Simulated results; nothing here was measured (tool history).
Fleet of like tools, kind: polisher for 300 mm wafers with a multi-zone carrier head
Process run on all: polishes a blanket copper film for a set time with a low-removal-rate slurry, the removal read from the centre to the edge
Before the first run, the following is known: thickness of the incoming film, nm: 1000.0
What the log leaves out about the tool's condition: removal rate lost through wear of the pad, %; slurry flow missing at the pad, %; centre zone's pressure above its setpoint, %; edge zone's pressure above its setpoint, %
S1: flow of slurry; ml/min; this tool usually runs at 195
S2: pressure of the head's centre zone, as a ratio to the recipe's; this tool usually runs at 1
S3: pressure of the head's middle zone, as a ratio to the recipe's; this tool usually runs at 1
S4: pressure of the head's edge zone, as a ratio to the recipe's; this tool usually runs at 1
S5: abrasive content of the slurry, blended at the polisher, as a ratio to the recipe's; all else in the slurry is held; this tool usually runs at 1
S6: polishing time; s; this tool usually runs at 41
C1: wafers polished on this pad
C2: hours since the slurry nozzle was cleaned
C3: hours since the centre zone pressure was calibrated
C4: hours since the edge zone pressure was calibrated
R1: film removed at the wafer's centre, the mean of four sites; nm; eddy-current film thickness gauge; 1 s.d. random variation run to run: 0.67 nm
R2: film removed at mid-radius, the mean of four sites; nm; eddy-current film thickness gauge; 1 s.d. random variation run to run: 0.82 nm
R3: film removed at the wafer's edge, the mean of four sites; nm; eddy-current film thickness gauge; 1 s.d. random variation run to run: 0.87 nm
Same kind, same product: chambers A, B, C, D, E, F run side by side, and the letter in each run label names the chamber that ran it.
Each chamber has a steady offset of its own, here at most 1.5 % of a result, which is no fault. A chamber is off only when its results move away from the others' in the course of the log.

run	day	S1	S2	S3	S4	S5	S6	C1	C2	C3	C4	R1	R2	R3
# day 0.058: chamber A: worn pad replaced by a new one
1D	0.488	195	1	1	1	1	41	487	265.9	85.7	671.8	72.729	73.091	74.722
# day 0.575: chamber B: worn pad replaced by a new one
# day 0.617: chamber F: worn pad replaced by a new one
2B	0.929	195	1	1	1	1	41	129	324.8	1365.5	307.5	73.367	73.917	74.709
3C	1.283	195	1	1	1	1	41	789	389.5	913.7	784.9	73.274	71.795	72.609
4E	1.75	195	1	1	1	1	41	1059	415.4	523.1	758.5	72.74	72.762	74.877
5F	2.242	195	1	1	0.9	1	41	592	430.2	358.7	688.6	74.236	73.85	70.683
# day 2.283: chamber D: slurry nozzle cleaned
# day 2.375: chamber E: worn pad replaced by a new one
6A	2.571	195	1	1	0.9	1	41	915	300.6	522.8	815.9	74.369	73.281	69.015
# day 2.733: chamber D: worn pad replaced by a new one
7C	3.067	195	1	1	0.9	1	41	1438	432.3	956.5	827.7	74.691	71.928	69.669
# day 3.138: chamber F: edge zone pressure recalibrated
# day 3.217: chamber C: worn pad replaced by a new one
# day 3.292: chamber B: centre zone pressure recalibrated
8E	3.392	195	1	1	0.9	1	41	370	454.8	562.5	797.9	73.621	73.626	70.332
# day 3.846: chamber B: worn pad replaced by a new one
9F	3.9	195	1	1	0.9	1	41	1196	470	398.5	18.3	74.485	74.413	69.82
# day 4.183: chamber F: worn pad replaced by a new one
# day 4.3: chamber C: slurry nozzle cleaned
10B	4.392	195	1	1	0.9	1	41	200	407.9	26.5	390.6	73.116	74.735	72.604
# day 4.542: chamber A: worn pad replaced by a new one
11A	4.642	195	1	1	1	1	41	37	350.3	572.5	865.6	73.531	73.495	72.543
12D	4.888	195	1	1	1	1	41	785	62.6	191.3	777.4	73.074	73.316	72.731
13A	5.392	195	1	1	1	1	41	311	368.3	590.5	883.6	73.528	72.456	71.865
# day 5.429: chamber C: edge zone pressure recalibrated
# day 5.525: chamber E: worn pad replaced by a new one
14C	5.904	195	1	1	1	1	41	980	38.5	1024.6	11.4	74.716	72.826	72.858
# day 5.988: chamber A: slurry nozzle cleaned
# day 6.025: chamber D: worn pad replaced by a new one
15E	6.154	195	1	1	1	1	41	229	521.1	628.8	864.2	73.359	72.713	74.72
16F	6.517	195	1	1	1	1	41	850	532.8	461.3	81.1	73.563	74.817	75.358
17B	6.908	195	1	1	1	1	41	1116	468.3	86.9	451	73.863	73.348	74.967
# day 6.921: chamber C: worn pad replaced by a new one
# day 6.967: chamber B: worn pad replaced by a new one
# day 7.321: chamber E: centre zone pressure recalibrated
18D	7.412	195	1	1	1	1	41	506	123.2	251.9	838	73.044	74.233	74.238
# day 7.608: chamber F: slurry nozzle cleaned
# day 7.658: chamber C: centre zone pressure recalibrated
# day 7.775: chamber F: worn pad replaced by a new one
# day 7.779: chamber A: edge zone pressure recalibrated
19D	7.946	195	1	1	1	1	41	700	136	264.7	850.8	73.836	73.188	72.466
20B	8.383	195	1	1	1	1	41	517	503.7	122.3	486.4	74.767	74.258	73.927
# day 8.5: chamber F: centre zone pressure recalibrated
21A	8.721	195	1	1	1	1	41	1523	65.7	670.4	22.7	74.172	72.826	74.525
# day 9.033: chamber A: worn pad replaced by a new one
22C	9.058	195	1	1	1	1	41	779	114.2	33.7	87.1	73.993	72.324	72.926
23F	9.321	195	1	1	1	1	41	563	41.1	19.8	148.4	74.794	74.009	71.543
# day 9.4: chamber E: worn pad replaced by a new one
# day 9.462: chamber D: worn pad replaced by a new one
24E	9.646	195	1	1	1	1	41	90	604.9	55.8	948	74.001	71.213	73.525
25F	10.15	195	1	1	1	1	41	865	61	39.7	168.3	73.174	75.069	71.765
# day 10.346: chamber B: worn pad replaced by a new one
26E	10.508	195	1	1	1	1	41	404	625.6	76.5	968.7	74.229	70.702	74.919
# day 10.583: chamber E: slurry nozzle cleaned
27A	11.017	195	1	1	1	1	41	722	120.8	725.5	77.8	73.824	73.334	73.763
# day 11.296: chamber C: worn pad replaced by a new one
28D	11.417	195	1	1	1	1	41	712	219.3	348	934.1	73.676	74.332	74.525
# day 11.467: chamber F: worn pad replaced by a new one
29C	11.654	195	1	1	1	1	41	130	176.5	96	149.4	74.479	72.732	73.739
30B	12.2	195	1	1	1.1	0.75	41	675	595.3	213.9	578	68.58	70.211	72.264
31E	12.729	195	1	1	1.1	0.75	41	1213	51.6	129.8	1022	69.874	68.722	73.412
# day 12.829: chamber D: worn pad replaced by a new one
32C	13.192	195	1	1	1.1	0.75	41	690	213.4	132.9	186.3	71.728	69.426	72.514
# day 13.308: chamber E: worn pad replaced by a new one
# day 13.375: chamber A: worn pad replaced by a new one
# day 13.379: chamber B: worn pad replaced by a new one
33B	13.496	195	1	1	1.1	0.75	41	43	626.4	245	609.1	70.362	67.773	72.087
34A	13.962	195	1	1	1.1	0.75	41	214	191.5	796.2	148.5	69.31	68.59	72.49
35D	14.417	195	1	1	1.1	0.75	41	578	291.3	420	1006.1	69.567	68.875	72.662
# day 14.479: chamber F: worn pad replaced by a new one
36F	14.854	195	1	1	1	1	41	137	173.9	152.6	281.2	72.125	75.113	74.231
# day 14.867: chamber C: worn pad replaced by a new one
37A	15.383	195	1	1	1	1	41	732	225.6	830.3	182.6	75.254	73.085	73.395
# day 15.525: chamber B: edge zone pressure recalibrated
38C	15.921	195	1	1	1	1	41	384	278.9	198.4	251.8	76.378	74.356	73.145
39D	16.267	195	1	1	1	1	41	1252	335.7	464.4	1050.5	73.222	73.739	74.116
# day 16.446: chamber B: worn pad replaced by a new one
40B	16.521	195	1	1	1	1	41	28	699	317.6	23.9	73.875	73.599	73.877
# day 16.821: chamber E: worn pad replaced by a new one
41F	16.933	195	1.07	1	1	1	47	894	223.8	202.5	331.1	91.259	85.122	86.436
42E	17.2	195	1.07	1	1	1	47	138	158.9	237.1	1129.3	91.213	84.804	86.183

Decide between three cases: one chamber stands off from its peers, the gauge reading all wafers drifts, or nothing is wrong past each chamber's small offset. Where a chamber is off, say which and what most likely put it there.

No chamber stands off beyond its own small offset, and the gauge holds steady.
